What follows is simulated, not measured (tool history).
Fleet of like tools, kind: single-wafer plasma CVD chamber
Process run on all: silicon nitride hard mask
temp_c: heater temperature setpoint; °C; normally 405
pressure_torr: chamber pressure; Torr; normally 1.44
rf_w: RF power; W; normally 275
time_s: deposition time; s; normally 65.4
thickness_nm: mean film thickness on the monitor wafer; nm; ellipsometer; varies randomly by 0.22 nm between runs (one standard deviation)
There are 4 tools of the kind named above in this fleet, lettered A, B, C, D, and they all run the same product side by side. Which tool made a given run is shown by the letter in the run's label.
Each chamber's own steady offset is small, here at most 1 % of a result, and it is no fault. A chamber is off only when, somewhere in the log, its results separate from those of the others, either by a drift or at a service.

run	day	temp_c	pressure_torr	rf_w	time_s	hours since the last thermocouple change	hours since the last RF generator calibration	hours since the last manometer calibration	read-back reference wafer on the same gauge, thickness_nm	thickness_nm
1A	0.171	405	1.44	275	65.4	1698.7	1418.8	816.5	79.49	68.254
# day 0.183: chamber A: thermocouple changed; heater temperature recalibrated
2B	0.312	405	1.44	275	65.4	884.3	231.3	432.1	79.483	69.05
3D	0.471	405	1.44	275	65.4	364.3	1044.4	1423.1	79.445	68.427
4C	0.596	405	1.44	275	65.4	334.9	1022.1	2778.9	79.495	68.217
5B	0.775	405	1.44	275	65.4	895.4	242.4	443.2	79.529	69.16
6A	0.925	405	1.44	275	65.4	17.8	1436.9	834.6	79.544	68.169
7D	1.125	405	1.44	275	65.4	380	1060.1	1438.8	79.503	68.502
8C	1.258	405	1.44	275	65.4	350.8	1038	2794.8	79.524	68.022
9C	1.45	405	1.44	275	65.4	355.4	1042.6	2799.4	79.51	67.911
10D	1.588	405	1.44	275	65.4	391.1	1071.2	1449.9	79.443	68.324
11B	1.704	405	1.44	275	65.4	917.7	264.7	465.5	79.584	69.15
12A	1.896	405	1.44	275	65.4	41.1	1460.2	857.9	79.485	68.217
13D	2.025	405	1.44	275	65.4	401.6	1081.7	1460.4	79.507	68.347
14B	2.15	405	1.44	275	65.4	928.4	275.4	476.2	79.581	69.466
15A	2.238	405	1.44	275	65.4	49.3	1468.4	866.1	79.495	68.186
16C	2.362	393	1.44	325	65.4	377.3	1064.5	2821.3	79.515	76.355
17D	2.488	393	1.44	325	65.4	412.7	1092.8	1471.5	79.54	76.415
18C	2.646	393	1.44	325	65.4	384.1	1071.3	2828.1	79.572	76.115
19A	2.804	393	1.44	325	65.4	62.9	1482	879.7	79.43	76.224
20B	2.896	405	1.68	315	65.4	946.3	293.3	494.1	79.445	79.11
21B	3.096	405	1.68	315	65.4	951.1	298.1	498.9	79.475	79.043
22C	3.2	405	1.68	315	65.4	397.4	1084.6	2841.4	79.417	78.23
23D	3.396	405	1.68	315	65.4	434.5	1114.6	1493.3	79.556	77.903
24A	3.492	405	1.44	275	65.4	79.4	1498.5	896.2	79.526	67.967
25B	3.65	405	1.44	275	65.4	964.4	311.4	512.2	79.505	69.158

Next, all 4 chambers run the settings below, one line each with question marks for the results. What does each chamber give?
26A	3.796	405	1.44	275	65.4					?
26B	3.796	405	1.44	275	65.4					?
26C	3.796	405	1.44	275	65.4					?
26D	3.796	405	1.44	275	65.4					?

run	thickness_nm
26A	68.012
26B	68.956
26C	68.137
26D	68.258
